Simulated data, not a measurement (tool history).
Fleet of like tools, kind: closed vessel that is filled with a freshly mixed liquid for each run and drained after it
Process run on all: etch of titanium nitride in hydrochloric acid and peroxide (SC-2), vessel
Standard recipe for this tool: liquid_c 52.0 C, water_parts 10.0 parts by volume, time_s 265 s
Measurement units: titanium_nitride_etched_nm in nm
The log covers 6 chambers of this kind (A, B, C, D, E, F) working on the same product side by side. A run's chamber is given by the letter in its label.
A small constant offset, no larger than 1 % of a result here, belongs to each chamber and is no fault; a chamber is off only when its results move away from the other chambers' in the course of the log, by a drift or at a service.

run   hour  liquid_c  water_parts  time_s  hours since the thermometer was replaced  hours since the chemicals flow meter was replaced  hours since the drum of peroxide was connected  read-back film thickness of the titanium nitride reference wafer, read on the same gauge (nm)  titanium_nitride_etched_nm
       7.2  -- chamber B: chemicals flow meter replaced
 1A    7.2      52.0         10.0     265                                    1951.8                                              600.1                                            92.1                                                                                         79.981                      9.7482
      14.4  -- chamber C: new drum of peroxide connected
 2B   17.1      52.0         10.0     265                                    1027.1                                                9.9                                           620.1                                                                                         79.980                      9.5917
 3F   28.4      52.0         10.0     265                                     674.6                                              539.3                                           862.4                                                                                         80.003                      9.6295
      33.4  -- chamber A: chemicals flow meter replaced
 4D   39.7      52.0         10.0     265                                     434.8                                              247.7                                            55.4                                                                                         79.993                      9.6533
 5C   48.7      43.5         10.0     265                                    2723.8                                              591.6                                            34.3                                                                                         80.014                      5.3909
 6E   58.8      43.5         10.0     265                                    1693.0                                              723.2                                           371.0                                                                                         80.010                      5.4208
 7F   65.5      43.5         10.0     265                                     711.7                                              576.4                                           899.5                                                                                         79.987                      5.4020
 8C   73.6      43.5         10.0     265                                    2748.7                                              616.5                                            59.2                                                                                         79.958                      5.4558
      76.0  -- chamber F: new drum of peroxide connected
 9E   79.8      43.5         10.0     265                                    1714.0                                              744.2                                           392.0                                                                                         80.012                      5.3803
10B   87.9      43.5         10.0     265                                    1097.9                                               80.7                                           690.9                                                                                         79.976                      5.4041
11D   94.5      61.0         10.0     375                                     489.6                                              302.5                                           110.2                                                                                         80.032                     24.6710
12A  104.4      61.0         10.0     375                                    2049.0                                               71.0                                           189.3                                                                                         79.957                     24.4350
13F  112.7      61.0         10.0     375                                     758.9                                              623.6                                            36.7                                                                                         80.022                     24.0200
14A  119.3      61.0         10.0     375                                    2063.9                                               85.9                                           204.2                                                                                         79.990                     24.5890
15E  128.8      61.0         10.0     375                                    1763.0                                              793.2                                           441.0                                                                                         80.026                     24.0700
16D  137.5      61.0         10.0     375                                     532.6                                              345.5                                           153.2                                                                                         80.029                     24.5390
17C  147.2      52.0         11.5     385                                    2822.3                                              690.1                                           132.8                                                                                         80.035                     12.4850
18B  156.1      52.0         11.5     385                                    1166.1                                              148.9                                           759.1                                                                                         80.012                     12.3670
19E  166.0      52.0         11.5     385                                    1800.2                                              830.4                                           478.2                                                                                         79.976                     12.1660
20C  171.2      52.0         11.5     385                                    2846.3                                              714.1                                           156.8                                                                                         79.988                     12.5410
21A  181.0      52.0         11.5     385                                    2125.6                                              147.6                                           265.9                                                                                         79.992                     12.4170
22B  188.2      52.0         11.5     385                                    1198.2                                              181.0                                           791.2                                                                                         80.016                     12.3160
23D  195.2      52.0         10.0     265                                     590.3                                              403.2                                           210.9                                                                                         80.008                      9.5974
24F  201.2      52.0         10.0     265                                     847.4                                              712.1                                           125.2                                                                                         79.981                      9.6832
25C  210.9      52.0         10.0     265                                    2886.0                                              753.8                                           196.5                                                                                         80.005                      9.6811
     218.1  -- chamber D: chemicals flow meter replaced
26F  219.9      52.0          8.5     400                                     866.1                                              730.8                                           143.9                                                                                         79.973                     16.5160
27B  229.8      52.0          8.5     400                                    1239.8                                              222.6                                           832.8                                                                                         79.988                     16.5200
28E  236.1      52.0          8.5     400                                    1870.3                                              900.5                                           548.3                                                                                         79.952                     16.1600
     236.8  -- chamber C: thermometer replaced
29A  245.4      52.0          8.5     400                                    2190.0                                              212.0                                           330.3                                                                                         79.968                     16.6880
30D  252.2      52.0          8.5     400                                     647.3                                               34.2                                           267.9                                                                                         80.036                     16.6560
31E  261.2      52.0          8.5     400                                    1895.4                                              925.6                                           573.4                                                                                         79.970                     16.0050
32B  268.1      52.0         10.0     265                                    1278.1                                              260.9                                           871.1                                                                                         79.984                      9.5872
33F  275.4      52.0         10.0     265                                     921.6                                              786.3                                           199.4                                                                                         80.016                      9.6614
     278.5  -- chamber F: chemicals flow meter replaced
34D  282.3      52.0         10.0     265                                     677.4                                               64.3                                           298.0                                                                                         80.025                      9.6211
     288.8  -- chamber F: thermometer replaced
35C  291.9      52.0         10.0     265                                      55.1                                              834.8                                           277.5                                                                                         80.008                      9.6602
36A  298.3      52.0         10.0     265                                    2242.9                                              264.9                                           383.2                                                                                         80.065                      9.5888
37D  305.5      52.0         10.0     265                                     700.6                                               87.5                                           321.2                                                                                         80.008                      9.7149
38C  312.8      52.0         10.0     265                                      76.0                                              855.7                                           298.4                                                                                         79.983                      9.7475
39E  321.0      60.0         10.0     395                                    1955.2                                              985.4                                           633.2                                                                                         79.991                     22.8460
40F  330.9      60.0         10.0     395                                      42.2                                               52.4                                           254.9                                                                                         79.955                     23.8500
41A  336.4      60.0         10.0     395                                    2281.0                                              303.0                                           421.3                                                                                         79.988                     24.2330

Next, every chamber runs the same settings. What will each give?
42A  344.6      52.0         12.5     265                                                                                                                                                                                                                                                                       ?
42B  344.6      52.0         12.5     265                                                                                                                                                                                                                                                                       ?
42C  344.6      52.0         12.5     265                                                                                                                                                                                                                                                                       ?
42D  344.6      52.0         12.5     265                                                                                                                                                                                                                                                                       ?
42E  344.6      52.0         12.5     265                                                                                                                                                                                                                                                                       ?
42F  344.6      52.0         12.5     265                                                                                                                                                                                                                                                                       ?

run  titanium_nitride_etched_nm
42A                      8.0165
42B                      7.9819
42C                      8.0190
42D                      7.9972
42E                      7.5720
42F                      7.9575

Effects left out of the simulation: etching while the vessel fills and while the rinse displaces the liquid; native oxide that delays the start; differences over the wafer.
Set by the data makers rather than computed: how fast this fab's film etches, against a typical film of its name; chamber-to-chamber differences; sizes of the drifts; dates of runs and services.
